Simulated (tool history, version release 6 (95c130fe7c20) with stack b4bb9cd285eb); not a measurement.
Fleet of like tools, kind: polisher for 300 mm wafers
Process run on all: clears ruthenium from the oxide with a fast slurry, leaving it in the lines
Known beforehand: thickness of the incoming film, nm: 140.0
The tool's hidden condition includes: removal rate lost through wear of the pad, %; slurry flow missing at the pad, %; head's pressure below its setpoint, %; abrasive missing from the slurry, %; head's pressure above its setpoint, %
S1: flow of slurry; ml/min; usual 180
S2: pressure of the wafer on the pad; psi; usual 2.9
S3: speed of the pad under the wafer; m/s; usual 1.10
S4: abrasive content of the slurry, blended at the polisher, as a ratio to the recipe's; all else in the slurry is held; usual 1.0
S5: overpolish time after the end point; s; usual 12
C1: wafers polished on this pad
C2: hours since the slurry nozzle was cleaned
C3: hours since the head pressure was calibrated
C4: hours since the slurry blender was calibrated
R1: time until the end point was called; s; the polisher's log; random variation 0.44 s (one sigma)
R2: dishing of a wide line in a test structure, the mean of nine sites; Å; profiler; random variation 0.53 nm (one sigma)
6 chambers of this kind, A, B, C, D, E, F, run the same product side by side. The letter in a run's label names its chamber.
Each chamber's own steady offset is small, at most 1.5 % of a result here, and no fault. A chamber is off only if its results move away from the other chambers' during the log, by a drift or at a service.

{"day": 0.379, "done": "chamber B: worn pad replaced by a new one"}
{"run": "1A", "day": 0.383, "S1": 180, "S2": 2.9, "S3": 1.1, "S4": 1.0, "S5": 12, "C1": 970, "C2": 855.3, "C3": 894.6, "C4": 47.5, "R1": 27.962, "R2": 406.74}
{"day": 0.742, "done": "chamber C: slurry nozzle cleaned"}
{"run": "2D", "day": 0.779, "S1": 180, "S2": 2.9, "S3": 1.1, "S4": 1.0, "S5": 12, "C1": 445, "C2": 453.0, "C3": 1060.9, "C4": 300.1, "R1": 28.561, "R2": 408.9}
{"day": 0.925, "done": "chamber F: slurry blender recalibrated"}
{"run": "3E", "day": 1.125, "S1": 180, "S2": 2.9, "S3": 1.1, "S4": 1.0, "S5": 12, "C1": 352, "C2": 217.3, "C3": 1369.4, "C4": 66.4, "R1": 28.116, "R2": 421.91}
{"run": "4C", "day": 1.408, "S1": 180, "S2": 2.9, "S3": 1.1, "S4": 1.0, "S5": 12, "C1": 586, "C2": 16.1, "C3": 640.4, "C4": 353.8, "R1": 27.998, "R2": 410.05}
{"run": "5F", "day": 1.704, "S1": 180, "S2": 2.9, "S3": 1.1, "S4": 1.0, "S5": 12, "C1": 543, "C2": 51.1, "C3": 46.1, "C4": 18.7, "R1": 27.774, "R2": 414.97}
{"day": 1.983, "done": "chamber A: worn pad replaced by a new one"}
{"run": "6B", "day": 2.017, "S1": 180, "S2": 2.9, "S3": 1.1, "S4": 1.0, "S5": 12, "C1": 396, "C2": 242.1, "C3": 979.0, "C4": 280.2, "R1": 29.624, "R2": 407.19}
{"day": 2.038, "done": "chamber D: slurry nozzle cleaned"}
{"day": 2.333, "done": "chamber E: worn pad replaced by a new one"}
{"run": "7D", "day": 2.333, "S1": 180, "S2": 2.9, "S3": 1.1, "S4": 1.0, "S5": 12, "C1": 822, "C2": 7.1, "C3": 1098.2, "C4": 337.4, "R1": 29.378, "R2": 405.04}
{"day": 2.354, "done": "chamber D: worn pad replaced by a new one"}
{"day": 2.621, "done": "chamber C: worn pad replaced by a new one"}
{"run": "8E", "day": 2.738, "S1": 140, "S2": 3.2, "S3": 1.1, "S4": 1.0, "S5": 12, "C1": 98, "C2": 256.0, "C3": 1408.1, "C4": 105.1, "R1": 26.932, "R2": 431.7}
{"day": 2.946, "done": "chamber E: head pressure recalibrated"}
{"day": 3.017, "done": "chamber A: slurry nozzle cleaned"}
{"run": "9F", "day": 3.017, "S1": 140, "S2": 3.2, "S3": 1.1, "S4": 1.0, "S5": 12, "C1": 861, "C2": 82.6, "C3": 77.6, "C4": 50.2, "R1": 26.317, "R2": 429.88}
{"run": "10B", "day": 3.254, "S1": 140, "S2": 3.2, "S3": 1.1, "S4": 1.0, "S5": 12, "C1": 696, "C2": 271.8, "C3": 1008.7, "C4": 309.9, "R1": 26.74, "R2": 411.79}
{"run": "11C", "day": 3.617, "S1": 140, "S2": 3.2, "S3": 1.1, "S4": 1.0, "S5": 12, "C1": 242, "C2": 69.1, "C3": 693.4, "C4": 406.8, "R1": 27.205, "R2": 431.44}
{"run": "12A", "day": 3.975, "S1": 140, "S2": 3.2, "S3": 1.1, "S4": 1.0, "S5": 12, "C1": 483, "C2": 23.1, "C3": 980.8, "C4": 133.7, "R1": 26.67, "R2": 428.04}
{"run": "13C", "day": 4.325, "S1": 140, "S2": 3.2, "S3": 1.1, "S4": 1.0, "S5": 12, "C1": 413, "C2": 86.1, "C3": 710.4, "C4": 423.8, "R1": 26.741, "R2": 432.15}
{"day": 4.392, "done": "chamber C: slurry blender recalibrated"}
{"day": 4.588, "done": "chamber F: worn pad replaced by a new one"}
{"run": "14F", "day": 4.742, "S1": 180, "S2": 2.9, "S3": 1.1, "S4": 1.0, "S5": 12, "C1": 37, "C2": 124.0, "C3": 119.0, "C4": 91.6, "R1": 27.615, "R2": 420.04}
{"run": "15B", "day": 5.162, "S1": 180, "S2": 2.9, "S3": 1.1, "S4": 1.0, "S5": 12, "C1": 1158, "C2": 317.6, "C3": 1054.5, "C4": 355.7, "R1": 29.39, "R2": 403.95}
{"run": "16E", "day": 5.417, "S1": 180, "S2": 2.9, "S3": 1.1, "S4": 1.0, "S5": 12, "C1": 747, "C2": 320.3, "C3": 59.4, "C4": 169.4, "R1": 27.833, "R2": 408.79}
{"day": 5.567, "done": "chamber D: worn pad replaced by a new one"}
{"day": 5.567, "done": "chamber E: worn pad replaced by a new one"}
{"day": 5.621, "done": "chamber B: worn pad replaced by a new one"}
{"day": 5.7, "done": "chamber C: worn pad replaced by a new one"}
{"run": "17A", "day": 5.808, "S1": 210, "S2": 2.9, "S3": 1.36, "S4": 1.0, "S5": 12, "C1": 927, "C2": 67.1, "C3": 1024.8, "C4": 177.7, "R1": 22.336, "R2": 485.49}
{"run": "18D", "day": 6.046, "S1": 210, "S2": 2.9, "S3": 1.36, "S4": 1.0, "S5": 12, "C1": 116, "C2": 96.2, "C3": 1187.3, "C4": 426.5, "R1": 22.147, "R2": 470.93}
{"day": 6.296, "done": "chamber A: slurry blender recalibrated"}
{"run": "19E", "day": 6.4, "S1": 210, "S2": 2.9, "S3": 1.36, "S4": 1.0, "S5": 12, "C1": 202, "C2": 343.9, "C3": 83.0, "C4": 193.0, "R1": 22.169, "R2": 486.55}
{"day": 6.408, "done": "chamber A: worn pad replaced by a new one"}
{"run": "20A", "day": 6.721, "S1": 210, "S2": 2.9, "S3": 1.36, "S4": 1.0, "S5": 12, "C1": 76, "C2": 89.0, "C3": 1046.7, "C4": 10.2, "R1": 21.817, "R2": 480.01}
{"run": "21F", "day": 7.175, "S1": 210, "S2": 2.9, "S3": 1.36, "S4": 1.0, "S5": 12, "C1": 627, "C2": 182.4, "C3": 177.4, "C4": 150.0, "R1": 23.095, "R2": 483.52}
{"run": "22D", "day": 7.558, "S1": 210, "S2": 2.9, "S3": 1.36, "S4": 1.0, "S5": 12, "C1": 482, "C2": 132.5, "C3": 1223.6, "C4": 462.8, "R1": 23.091, "R2": 472.25}
{"day": 7.658, "done": "chamber D: slurry blender recalibrated"}
{"run": "23C", "day": 7.971, "S1": 180, "S2": 2.9, "S3": 1.1, "S4": 1.0, "S5": 12, "C1": 550, "C2": 173.6, "C3": 797.9, "C4": 86.0, "R1": 28.814, "R2": 403.68}
{"run": "24B", "day": 8.396, "S1": 180, "S2": 2.9, "S3": 1.1, "S4": 0.7, "S5": 12, "C1": 672, "C2": 395.2, "C3": 1132.1, "C4": 433.3, "R1": 33.692, "R2": 361.05}
{"day": 8.575, "done": "chamber E: worn pad replaced by a new one"}
{"run": "25A", "day": 8.633, "S1": 180, "S2": 2.9, "S3": 1.1, "S4": 0.7, "S5": 12, "C1": 539, "C2": 134.9, "C3": 1092.6, "C4": 56.1, "R1": 33.578, "R2": 350.91}
{"day": 9.079, "done": "chamber D: worn pad replaced by a new one"}
{"run": "26D", "day": 9.088, "S1": 180, "S2": 2.9, "S3": 1.1, "S4": 0.7, "S5": 12, "C1": 2, "C2": 169.2, "C3": 1260.3, "C4": 34.4, "R1": 34.648, "R2": 345.15}
{"run": "27C", "day": 9.383, "S1": 180, "S2": 2.9, "S3": 1.1, "S4": 0.7, "S5": 12, "C1": 892, "C2": 207.5, "C3": 831.8, "C4": 119.9, "R1": 34.602, "R2": 357.49}
{"day": 9.592, "done": "chamber F: worn pad replaced by a new one"}
{"run": "28B", "day": 9.654, "S1": 180, "S2": 2.9, "S3": 1.1, "S4": 0.7, "S5": 12, "C1": 977, "C2": 425.4, "C3": 1162.3, "C4": 463.5, "R1": 33.768, "R2": 357.05}
{"day": 9.675, "done": "chamber C: worn pad replaced by a new one"}
{"run": "29F", "day": 10.008, "S1": 180, "S2": 2.9, "S3": 1.1, "S4": 0.7, "S5": 12, "C1": 101, "C2": 250.4, "C3": 245.4, "C4": 218.0, "R1": 33.787, "R2": 359.68}
{"day": 10.15, "done": "chamber B: slurry blender recalibrated"}
{"run": "30E", "day": 10.288, "S1": 180, "S2": 2.9, "S3": 1.1, "S4": 1.0, "S5": 12, "C1": 415, "C2": 437.2, "C3": 176.3, "C4": 286.3, "R1": 27.413, "R2": 420.65}
{"day": 10.383, "done": "chamber A: head pressure recalibrated"}
{"day": 10.658, "done": "chamber B: worn pad replaced by a new one"}
{"run": "31F", "day": 10.771, "S1": 180, "S2": 2.9, "S3": 1.1, "S4": 1.0, "S5": 12, "C1": 285, "C2": 268.7, "C3": 263.7, "C4": 236.3, "R1": 28.63, "R2": 413.67}
{"day": 10.875, "done": "chamber A: worn pad replaced by a new one"}
{"run": "32C", "day": 11.029, "S1": 180, "S2": 2.9, "S3": 1.1, "S4": 1.0, "S5": 12, "C1": 328, "C2": 247.0, "C3": 871.3, "C4": 159.4, "R1": 28.783, "R2": 409.24}
{"day": 11.217, "done": "chamber E: worn pad replaced by a new one"}
{"run": "33A", "day": 11.288, "S1": 180, "S2": 3.8, "S3": 1.1, "S4": 1.0, "S5": 12, "C1": 100, "C2": 198.6, "C3": 21.7, "C4": 119.8, "R1": 21.647, "R2": 487.25}
{"day": 11.338, "done": "chamber D: head pressure recalibrated"}
{"run": "34E", "day": 11.625, "S1": 180, "S2": 3.8, "S3": 1.1, "S4": 1.0, "S5": 12, "C1": 99, "C2": 469.3, "C3": 208.4, "C4": 318.4, "R1": 21.717, "R2": 496.85}
{"run": "35B", "day": 12.042, "S1": 180, "S2": 3.8, "S3": 1.1, "S4": 1.0, "S5": 12, "C1": 336, "C2": 482.7, "C3": 1219.6, "C4": 45.5, "R1": 21.594, "R2": 489.96}
{"day": 12.296, "done": "chamber D: worn pad replaced by a new one"}
{"run": "36D", "day": 12.358, "S1": 180, "S2": 3.8, "S3": 1.1, "S4": 1.0, "S5": 12, "C1": 16, "C2": 247.7, "C3": 24.5, "C4": 112.9, "R1": 21.636, "R2": 488.96}
{"run": "37E", "day": 12.567, "S1": 180, "S2": 3.8, "S3": 1.1, "S4": 1.0, "S5": 12, "C1": 327, "C2": 491.9, "C3": 231.0, "C4": 341.0, "R1": 21.095, "R2": 494.16}
{"day": 12.817, "done": "chamber C: worn pad replaced by a new one"}
{"run": "38F", "day": 12.962, "S1": 180, "S2": 3.8, "S3": 1.1, "S4": 1.0, "S5": 12, "C1": 816, "C2": 321.3, "C3": 316.3, "C4": 288.9, "R1": 21.823, "R2": 491.74}
{"day": 12.983, "done": "chamber B: head pressure recalibrated"}
{"run": "39A", "day": 13.179, "S1": 180, "S2": 2.9, "S3": 1.1, "S4": 1.0, "S5": 12, "C1": 558, "C2": 244.0, "C3": 67.1, "C4": 165.2, "R1": 28.361, "R2": 410.6}
{"run": "40C", "day": 13.608, "S1": 180, "S2": 2.9, "S3": 1.1, "S4": 1.0, "S5": 12, "C1": 192, "C2": 308.9, "C3": 933.2, "C4": 221.3, "R1": 28.013, "R2": 419.82}
{"run": "41B", "day": 14.071, "S1": 180, "S2": 2.9, "S3": 1.1, "S4": 1.0, "S5": 12, "C1": 827, "C2": 531.4, "C3": 26.1, "C4": 94.2, "R1": 28.204, "R2": 406.46}
{"run": "42D", "day": 14.312, "S1": 180, "S2": 2.9, "S3": 1.1, "S4": 1.0, "S5": 12, "C1": 489, "C2": 294.6, "C3": 71.4, "C4": 159.8, "R1": 27.717, "R2": 398.1}

One chamber off, gauge drift, or nothing amiss beyond the chambers' own small offsets? If it is a chamber, which one, and what is the likeliest cause?

No chamber is off and the gauge is stable; the differences are just each chamber's small, constant offset.
